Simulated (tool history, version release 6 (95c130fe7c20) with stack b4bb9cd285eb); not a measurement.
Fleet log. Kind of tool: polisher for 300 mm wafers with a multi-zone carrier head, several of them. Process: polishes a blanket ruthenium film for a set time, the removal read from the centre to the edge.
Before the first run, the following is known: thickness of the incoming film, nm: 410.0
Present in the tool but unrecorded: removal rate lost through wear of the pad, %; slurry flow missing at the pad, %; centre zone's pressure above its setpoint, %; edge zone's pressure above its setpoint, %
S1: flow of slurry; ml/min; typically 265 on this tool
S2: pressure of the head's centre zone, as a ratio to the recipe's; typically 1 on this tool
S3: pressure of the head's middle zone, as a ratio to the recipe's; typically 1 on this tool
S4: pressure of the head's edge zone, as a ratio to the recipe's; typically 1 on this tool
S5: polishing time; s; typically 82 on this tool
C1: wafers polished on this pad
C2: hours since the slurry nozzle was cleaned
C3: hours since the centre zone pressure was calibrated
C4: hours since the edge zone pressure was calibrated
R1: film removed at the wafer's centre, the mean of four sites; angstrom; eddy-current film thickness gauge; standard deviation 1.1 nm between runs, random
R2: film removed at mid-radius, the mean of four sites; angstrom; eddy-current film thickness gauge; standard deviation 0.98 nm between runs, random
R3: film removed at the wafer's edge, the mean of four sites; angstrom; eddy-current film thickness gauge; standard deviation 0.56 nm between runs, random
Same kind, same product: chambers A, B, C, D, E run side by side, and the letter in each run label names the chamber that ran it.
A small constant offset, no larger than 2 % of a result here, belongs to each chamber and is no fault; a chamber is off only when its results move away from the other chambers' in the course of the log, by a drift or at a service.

Run 1D, day 0.342: usual settings; C1 758; C2 183.4; C3 111.8; C4 100.7. Result: R1 812.63 angstrom, R2 770.01 angstrom, R3 766.98 angstrom.
Run 2A, day 0.667: usual settings; C1 628; C2 416.2; C3 41.9; C4 199.3. Result: R1 791.82 angstrom, R2 774.36 angstrom, R3 785.75 angstrom.
Run 3E, day 0.921: usual settings; C1 1304; C2 490.9; C3 180.1; C4 789.7. Result: R1 775.66 angstrom, R2 786.85 angstrom, R3 783.72 angstrom.
At day 1.117: chamber A: worn pad replaced by a new one.
Run 4B, day 1.158: usual settings; C1 560; C2 337.3; C3 567.5; C4 570.3. Result: R1 788.47 angstrom, R2 796.56 angstrom, R3 780.44 angstrom.
Run 5C, day 1.388: usual settings; C1 598; C2 414.6; C3 403.8; C4 275. Result: R1 783.24 angstrom, R2 770.68 angstrom, R3 781.79 angstrom.
At day 1.642: chamber B: slurry nozzle cleaned.
At day 1.662: chamber E: worn pad replaced by a new one.
Run 6B, day 1.808: usual settings but S4 0.94; C1 787; C2 4.1; C3 583.1; C4 585.9. Result: R1 804.37 angstrom, R2 788.28 angstrom, R3 754.27 angstrom.
Run 7D, day 2.038: usual settings but S4 0.94; C1 1348; C2 224.1; C3 152.5; C4 141.4. Result: R1 799.8 angstrom, R2 779.4 angstrom, R3 747.74 angstrom.
Run 8C, day 2.304: usual settings but S4 0.94; C1 917; C2 436.6; C3 425.8; C4 297. Result: R1 777.2 angstrom, R2 797.84 angstrom, R3 766.28 angstrom.
Run 9A, day 2.608: usual settings but S4 0.94; C1 519; C2 462.8; C3 88.5; C4 245.9. Result: R1 801.02 angstrom, R2 773.09 angstrom, R3 781.67 angstrom.
Run 10E, day 2.946: usual settings but S4 0.94; C1 446; C2 539.5; C3 228.7; C4 838.3. Result: R1 789.48 angstrom, R2 780.17 angstrom, R3 765.94 angstrom.
Run 11C, day 3.262: usual settings; C1 1251; C2 459.6; C3 448.8; C4 320. Result: R1 779 angstrom, R2 795.57 angstrom, R3 789.52 angstrom.
At day 3.408: chamber B: worn pad replaced by a new one.
Run 12E, day 3.688: usual settings but S5 93 s; C1 704; C2 557.3; C3 246.5; C4 856.1. Result: R1 879.64 angstrom, R2 905.12 angstrom, R3 891.69 angstrom.
At day 3.725: chamber A: worn pad replaced by a new one.
Run 13B, day 3.9: usual settings but S5 93 s; C1 172; C2 54.3; C3 633.3; C4 636.1. Result: R1 906.73 angstrom, R2 897.28 angstrom, R3 875.3 angstrom.
Run 14A, day 4.154: usual settings but S5 93 s; C1 150; C2 499.9; C3 125.6; C4 283. Result: R1 893.58 angstrom, R2 902.11 angstrom, R3 898.5 angstrom.
At day 4.171: chamber C: worn pad replaced by a new one.
Run 15D, day 4.429: usual settings but S5 93 s; C1 2180; C2 281.5; C3 209.9; C4 198.8. Result: R1 896 angstrom, R2 883.52 angstrom, R3 869.73 angstrom.
Run 16E, day 4.738: usual settings but S5 93 s; C1 1069; C2 582.5; C3 271.7; C4 881.3. Result: R1 903.43 angstrom, R2 883.38 angstrom, R3 886.91 angstrom.
Run 17D, day 5.004: usual settings but S4 0.92; C1 2380; C2 295.3; C3 223.7; C4 212.6. Result: R1 774.42 angstrom, R2 768.5 angstrom, R3 736.39 angstrom.
Run 18C, day 5.383: usual settings but S4 0.92; C1 421; C2 510.5; C3 499.7; C4 370.9. Result: R1 784.78 angstrom, R2 777.15 angstrom, R3 746.2 angstrom.
Run 19B, day 5.842: usual settings but S4 0.92; C1 847; C2 100.9; C3 679.9; C4 682.7. Result: R1 781.93 angstrom, R2 778.63 angstrom, R3 743.97 angstrom.
At day 5.996: chamber A: worn pad replaced by a new one.
Run 20A, day 6.15: usual settings but S4 0.92; C1 54; C2 547.8; C3 173.5; C4 330.9. Result: R1 775.07 angstrom, R2 786.74 angstrom, R3 764.87 angstrom.
At day 6.171: chamber E: worn pad replaced by a new one.
Run 21A, day 6.354: usual settings but S4 0.92; C1 125; C2 552.7; C3 178.4; C4 335.8. Result: R1 786.13 angstrom, R2 765.3 angstrom, R3 761.03 angstrom.
Run 22D, day 6.579: usual settings; C1 2928; C2 333.1; C3 261.5; C4 250.4. Result: R1 762.83 angstrom, R2 754.57 angstrom, R3 754.3 angstrom.
Run 23B, day 7.025: usual settings; C1 1259; C2 129.3; C3 708.3; C4 711.1. Result: R1 796.6 angstrom, R2 783.8 angstrom, R3 781.6 angstrom.
At day 7.3: chamber B: worn pad replaced by a new one.
Run 24E, day 7.308: usual settings; C1 396; C2 644.2; C3 333.4; C4 943. Result: R1 797.31 angstrom, R2 766.53 angstrom, R3 784.32 angstrom.
Run 25C, day 7.638: usual settings; C1 1205; C2 564.6; C3 553.8; C4 425. Result: R1 767.39 angstrom, R2 783.83 angstrom, R3 791.66 angstrom.
At day 7.746: chamber C: worn pad replaced by a new one.
Run 26E, day 7.883: usual settings; C1 596; C2 658; C3 347.2; C4 956.8. Result: R1 791.33 angstrom, R2 787.84 angstrom, R3 796.59 angstrom.
Run 27A, day 8.271: usual settings; C1 791; C2 598.7; C3 224.4; C4 381.8. Result: R1 787.73 angstrom, R2 764.74 angstrom, R3 781.73 angstrom.
Run 28D, day 8.512: usual settings; C1 3600; C2 379.5; C3 307.9; C4 296.8. Result: R1 735.23 angstrom, R2 740.72 angstrom, R3 733.77 angstrom.
At day 8.567: chamber A: worn pad replaced by a new one.
At day 8.633: chamber B: centre zone pressure recalibrated.
Run 29B, day 8.779: usual settings; C1 515; C2 171.4; C3 3.6; C4 753.2. Result: R1 798.42 angstrom, R2 777.97 angstrom, R3 778.46 angstrom.
Run 30C, day 9.108: usual settings; C1 474; C2 599.9; C3 589.1; C4 460.3. Result: R1 781.72 angstrom, R2 793.65 angstrom, R3 794.33 angstrom.
Run 31E, day 9.479: usual settings; C1 1151; C2 696.3; C3 385.5; C4 995.1. Result: R1 778.04 angstrom, R2 778.51 angstrom, R3 795.46 angstrom.
At day 9.483: chamber D: slurry nozzle cleaned.
At day 9.792: chamber A: slurry nozzle cleaned.
Run 32A, day 9.808: usual settings; C1 432; C2 0.5; C3 261.3; C4 418.7. Result: R1 793.3 angstrom, R2 773.6 angstrom, R3 792.11 angstrom.
Run 33B, day 10.1: usual settings but S3 1.12, S4 1.11; C1 974; C2 203.1; C3 35.3; C4 784.9. Result: R1 776.31 angstrom, R2 876.86 angstrom, R3 818.96 angstrom.
At day 10.142: chamber E: worn pad replaced by a new one.
Run 34C, day 10.438: usual settings but S3 1.12, S4 1.11; C1 936; C2 631.8; C3 621; C4 492.2. Result: R1 772.34 angstrom, R2 877.58 angstrom, R3 837.68 angstrom.
Run 35D, day 10.721: usual settings but S3 1.12, S4 1.11; C1 4368; C2 29.8; C3 360.9; C4 349.8. Result: R1 712.46 angstrom, R2 795.05 angstrom, R3 744.33 angstrom.
At day 10.829: chamber A: worn pad replaced by a new one.
Run 36B, day 11.1: usual settings but S3 1.12, S4 1.11; C1 1322; C2 227.1; C3 59.3; C4 808.9. Result: R1 784.67 angstrom, R2 889.12 angstrom, R3 825.07 angstrom.
At day 11.296: chamber C: worn pad replaced by a new one.
Run 37A, day 11.4: usual settings but S3 1.12, S4 1.11; C1 198; C2 38.7; C3 299.5; C4 456.9. Result: R1 781.56 angstrom, R2 850.98 angstrom, R3 830.72 angstrom.
Run 38D, day 11.833: usual settings; C1 4755; C2 56.5; C3 387.6; C4 376.5. Result: R1 723.58 angstrom, R2 698.37 angstrom, R3 702.89 angstrom.
At day 11.846: chamber B: worn pad replaced by a new one.
At day 11.908: chamber C: centre zone pressure recalibrated.
At day 12.192: chamber C: slurry nozzle cleaned.
Run 39C, day 12.242: usual settings; C1 329; C2 1.2; C3 8; C4 535.5. Result: R1 780.42 angstrom, R2 780.93 angstrom, R3 795.72 angstrom.
Run 40E, day 12.529: usual settings; C1 831; C2 769.5; C3 458.7; C4 1068.3. Result: R1 781.63 angstrom, R2 783.44 angstrom, R3 781.24 angstrom.
Run 41B, day 12.796: usual settings; C1 331; C2 267.8; C3 100; C4 849.6. Result: R1 800.75 angstrom, R2 789.36 angstrom, R3 781.35 angstrom.
Run 42C, day 13.096: usual settings; C1 626; C2 21.7; C3 28.5; C4 556. Result: R1 779.21 angstrom, R2 778.46 angstrom, R3 787.37 angstrom.

Predict what each chamber gives when all 5 of them run the settings below next.
Run 43A, day 13.425: usual settings. Result: R1 ?, R2 ?, R3 ?.
Run 43B, day 13.425: usual settings. Result: R1 ?, R2 ?, R3 ?.
Run 43C, day 13.425: usual settings. Result: R1 ?, R2 ?, R3 ?.
Run 43D, day 13.425: usual settings. Result: R1 ?, R2 ?, R3 ?.
Run 43E, day 13.425: usual settings. Result: R1 ?, R2 ?, R3 ?.

run      R1      R2      R3
43A  781.22  793.31  797.26
43B  779.78  784.82  784.73
43C  790.61  794.84  793.03
43D  697.74  702.86  683.25
43E  785.39  777.95  784.92

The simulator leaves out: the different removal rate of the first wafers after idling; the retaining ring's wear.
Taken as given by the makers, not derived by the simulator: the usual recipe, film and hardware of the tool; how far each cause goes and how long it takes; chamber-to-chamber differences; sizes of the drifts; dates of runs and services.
